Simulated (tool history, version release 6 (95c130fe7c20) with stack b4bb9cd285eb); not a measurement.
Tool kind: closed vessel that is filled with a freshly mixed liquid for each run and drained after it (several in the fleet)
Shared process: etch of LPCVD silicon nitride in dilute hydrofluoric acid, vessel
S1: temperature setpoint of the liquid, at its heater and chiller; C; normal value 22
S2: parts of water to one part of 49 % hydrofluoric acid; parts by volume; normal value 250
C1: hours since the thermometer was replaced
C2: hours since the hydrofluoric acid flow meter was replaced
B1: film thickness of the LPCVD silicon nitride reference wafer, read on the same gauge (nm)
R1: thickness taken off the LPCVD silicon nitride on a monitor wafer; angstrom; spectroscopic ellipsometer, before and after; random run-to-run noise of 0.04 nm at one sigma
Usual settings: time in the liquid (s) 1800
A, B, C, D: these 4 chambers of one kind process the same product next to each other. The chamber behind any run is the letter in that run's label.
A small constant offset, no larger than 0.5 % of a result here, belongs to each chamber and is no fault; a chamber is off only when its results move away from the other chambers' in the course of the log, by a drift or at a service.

run 1C day=0.117 | S1=22 S2=250 time_in_the_liquid_(s)=1800 | C1=1492.4 C2=767 | B1=89.982 | R1=29.842
run 2B day=0.212 | S1=22 S2=250 time_in_the_liquid_(s)=1800 | C1=60.8 C2=106.8 | B1=90.012 | R1=29.452
run 3D day=0.362 | S1=22 S2=250 time_in_the_liquid_(s)=1800 | C1=55 C2=1083.3 | B1=90.003 | R1=30.028
run 4A day=0.533 | S1=22 S2=250 time_in_the_liquid_(s)=1800 | C1=768.6 C2=382.4 | B1=89.991 | R1=29.992
run 5A day=0.692 | S1=22 S2=250 time_in_the_liquid_(s)=1800 | C1=772.4 C2=386.2 | B1=89.979 | R1=29.424
run 6C day=0.775 | S1=22 S2=250 time_in_the_liquid_(s)=1800 | C1=1508.2 C2=782.8 | B1=90.013 | R1=30.488
run 7B day=0.871 | S1=22 S2=250 time_in_the_liquid_(s)=1800 | C1=76.6 C2=122.6 | B1=90.006 | R1=29.663
run 8D day=0.996 | S1=22 S2=250 time_in_the_liquid_(s)=1800 | C1=70.2 C2=1098.5 | B1=89.986 | R1=30.345
run 9A day=1.125 | S1=22 S2=250 time_in_the_liquid_(s)=1800 | C1=782.8 C2=396.6 | B1=89.993 | R1=30.112
run 10B day=1.221 | S1=22 S2=165 time_in_the_liquid_(s)=1195 | C1=85 C2=131 | B1=89.985 | R1=28.474
run 11C day=1.308 | S1=22 S2=165 time_in_the_liquid_(s)=1195 | C1=1521 C2=795.6 | B1=89.994 | R1=29.522
run 12D day=1.454 | S1=22 S2=165 time_in_the_liquid_(s)=1195 | C1=81.2 C2=1109.5 | B1=90.014 | R1=29.731
run 13B day=1.612 | S1=22 S2=165 time_in_the_liquid_(s)=1195 | C1=94.4 C2=140.4 | B1=89.986 | R1=29.632
run 14A day=1.725 | S1=22 S2=250 time_in_the_liquid_(s)=1800 | C1=797.2 C2=411 | B1=89.997 | R1=31.012
run 15C day=1.867 | S1=17 S2=250 time_in_the_liquid_(s)=1235 | C1=1534.4 C2=809 | B1=89.991 | R1=14.559
run 16D day=1.95 | S1=17 S2=250 time_in_the_liquid_(s)=1235 | C1=93.1 C2=1121.4 | B1=90.011 | R1=14.608
run 17C day=2.042 | S1=17 S2=250 time_in_the_liquid_(s)=1235 | C1=1538.6 C2=813.2 | B1=89.995 | R1=14.951
run 18A day=2.208 | S1=17 S2=250 time_in_the_liquid_(s)=1235 | C1=808.8 C2=422.6 | B1=89.972 | R1=15.164
run 19D day=2.308 | S1=22 S2=250 time_in_the_liquid_(s)=1800 | C1=101.7 C2=1130 | B1=90.003 | R1=29.521
-- day=2.367 chamber A: thermometer replaced
run 20B day=2.412 | S1=22 S2=250 time_in_the_liquid_(s)=1800 | C1=113.6 C2=159.6 | B1=90.004 | R1=29.569
run 21D day=2.571 | S1=22 S2=250 time_in_the_liquid_(s)=1800 | C1=108 C2=1136.3 | B1=89.995 | R1=29.279
run 22C day=2.729 | S1=22 S2=250 time_in_the_liquid_(s)=1800 | C1=1555.1 C2=829.7 | B1=89.983 | R1=29.148
run 23B day=2.829 | S1=22 S2=250 time_in_the_liquid_(s)=1800 | C1=123.6 C2=169.6 | B1=89.994 | R1=28.887
run 24A day=2.979 | S1=22 S2=250 time_in_the_liquid_(s)=1800 | C1=14.7 C2=441.1 | B1=89.998 | R1=32.457
run 25B day=3.096 | S1=24 S2=250 time_in_the_liquid_(s)=1800 | C1=130 C2=176 | B1=89.993 | R1=32.972
run 26C day=3.175 | S1=24 S2=250 time_in_the_liquid_(s)=1800 | C1=1565.8 C2=840.4 | B1=89.988 | R1=33.337
run 27D day=3.292 | S1=24 S2=250 time_in_the_liquid_(s)=1800 | C1=125.3 C2=1153.6 | B1=90.014 | R1=32.896
run 28A day=3.467 | S1=24 S2=250 time_in_the_liquid_(s)=1800 | C1=26.4 C2=452.8 | B1=90.008 | R1=36.498
run 29B day=3.633 | S1=22 S2=250 time_in_the_liquid_(s)=1800 | C1=142.9 C2=188.9 | B1=89.989 | R1=29.043
run 30D day=3.721 | S1=22 S2=250 time_in_the_liquid_(s)=1800 | C1=135.6 C2=1163.9 | B1=89.98 | R1=29.986
run 31A day=3.829 | S1=22 S2=250 time_in_the_liquid_(s)=1800 | C1=35.1 C2=461.5 | B1=90.02 | R1=32.097
run 32C day=3.942 | S1=22 S2=250 time_in_the_liquid_(s)=1800 | C1=1584.2 C2=858.8 | B1=90.005 | R1=29.604

All 4 chambers run these settings next. Forecast each chamber's results:
run 33A day=4.075 | S1=22 S2=250 time_in_the_liquid_(s)=1085 | R1=?
run 33B day=4.075 | S1=22 S2=250 time_in_the_liquid_(s)=1085 | R1=?
run 33C day=4.075 | S1=22 S2=250 time_in_the_liquid_(s)=1085 | R1=?
run 33D day=4.075 | S1=22 S2=250 time_in_the_liquid_(s)=1085 | R1=?

run=33A R1=19.714
run=33B R1=17.569
run=33C R1=17.942
run=33D R1=17.889

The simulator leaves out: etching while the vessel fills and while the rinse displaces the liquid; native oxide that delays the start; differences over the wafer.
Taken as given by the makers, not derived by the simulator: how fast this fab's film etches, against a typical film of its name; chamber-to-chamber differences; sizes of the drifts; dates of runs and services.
